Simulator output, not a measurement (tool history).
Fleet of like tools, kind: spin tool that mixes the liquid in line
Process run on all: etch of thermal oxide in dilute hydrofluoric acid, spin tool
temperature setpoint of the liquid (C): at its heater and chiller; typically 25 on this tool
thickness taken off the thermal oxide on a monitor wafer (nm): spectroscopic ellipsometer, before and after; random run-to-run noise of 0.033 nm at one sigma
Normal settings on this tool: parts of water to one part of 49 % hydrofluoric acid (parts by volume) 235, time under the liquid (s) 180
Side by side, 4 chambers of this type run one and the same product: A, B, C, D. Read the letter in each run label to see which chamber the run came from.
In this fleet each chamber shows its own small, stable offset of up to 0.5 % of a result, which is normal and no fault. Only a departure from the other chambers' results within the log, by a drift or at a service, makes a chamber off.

run,hour,temperature setpoint of the liquid (C),parts of water to one part of 49 % hydrofluoric acid (parts by volume),time under the liquid (s),hours since the thermometer was replaced,hours since the hydrofluoric acid flow meter was replaced,"read-back film thickness of the thermal oxide reference wafer, read on the same gauge (nm)",thickness taken off the thermal oxide on a monitor wafer (nm)
1B,5.6,25,235,180,1864.8,732.8,100.03,3.2549
2C,10.1,25,235,180,2236.3,322.7,100.02,3.2574
3A,14,25,235,180,256.8,753.4,100.04,3.2907
4D,19.6,25,235,180,366.9,2344.3,99.998,3.2393
5B,23.8,25,235,180,1883,751,99.987,3.2569
6A,29,25,235,180,271.8,768.4,100.02,3.269
7C,32.2,25,235,180,2258.4,344.8,100,3.2411
8D,38,25,235,180,385.3,2362.7,99.969,3.3062
9C,42.4,25,235,180,2268.6,355,100.01,3.2034
10A,47.1,25,235,180,289.9,786.5,99.99,3.2491
11B,53,25,235,180,1912.2,780.2,99.976,3.2837
12D,56.2,25,235,180,403.5,2380.9,99.988,3.3051
# hour 57.9: chamber B: thermometer replaced
13C,60.5,25,235,180,2286.7,373.1,99.99,3.2984
14B,64.1,25,235,180,6.3,791.3,100,3.232
15D,68.8,25,235,180,416.1,2393.5,99.984,3.2981
16A,72.9,25,235,180,315.7,812.3,100.01,3.2768
17C,76.2,25,235,180,2302.4,388.8,99.985,3.2609
18A,80.8,25,235,180,323.6,820.2,99.971,3.3035
# hour 84: chamber A: hydrofluoric acid flow meter replaced
19B,84.6,25,235,180,26.8,811.8,100.01,3.2937
20D,87.3,28.5,150,180,434.6,2412,100.01,6.4246
21A,91.2,28.5,150,180,334,7.2,99.958,6.4123
22D,96.9,28.5,150,180,444.2,2421.6,100.01,6.3839
23C,100.9,28.5,150,180,2327.1,413.5,100,6.348
24B,106.3,25,235,180,48.5,833.5,99.985,3.2356
25A,108.9,25,235,180,351.7,24.9,99.973,3.3141
26C,114.1,25,235,180,2340.3,426.7,99.974,3.2983
27B,117.8,25,235,180,60,845,100.01,3.2466
28D,123,25,235,180,470.3,2447.7,100.05,3.3474
29A,125.9,25,235,180,368.7,41.9,100.01,3.2678
30D,129,25,235,180,476.3,2453.7,100.02,3.2774
31B,132.1,25,235,180,74.3,859.3,99.982,3.2305
32C,136.7,25,235,180,2362.9,449.3,99.988,3.3247
33A,141,25,235,180,383.8,57,100.03,3.2291
34C,146.3,25,235,180,2372.5,458.9,99.996,3.2851
35B,150.6,25,235,180,92.8,877.8,100,3.2086
36D,153.6,25,155,230,500.9,2478.3,100.02,6.9158
37D,157.3,25,155,230,504.6,2482,99.968,6.9024
38C,160.4,25,155,230,2386.6,473,100.01,6.7635

Next, every chamber runs the same settings. What will each give?
39A,164.6,25,235,180,,,,?
39B,164.6,25,235,180,,,,?
39C,164.6,25,235,180,,,,?
39D,164.6,25,235,180,,,,?

run,thickness taken off the thermal oxide on a monitor wafer (nm)
39A,3.243
39B,3.2665
39C,3.2879
39D,3.3023

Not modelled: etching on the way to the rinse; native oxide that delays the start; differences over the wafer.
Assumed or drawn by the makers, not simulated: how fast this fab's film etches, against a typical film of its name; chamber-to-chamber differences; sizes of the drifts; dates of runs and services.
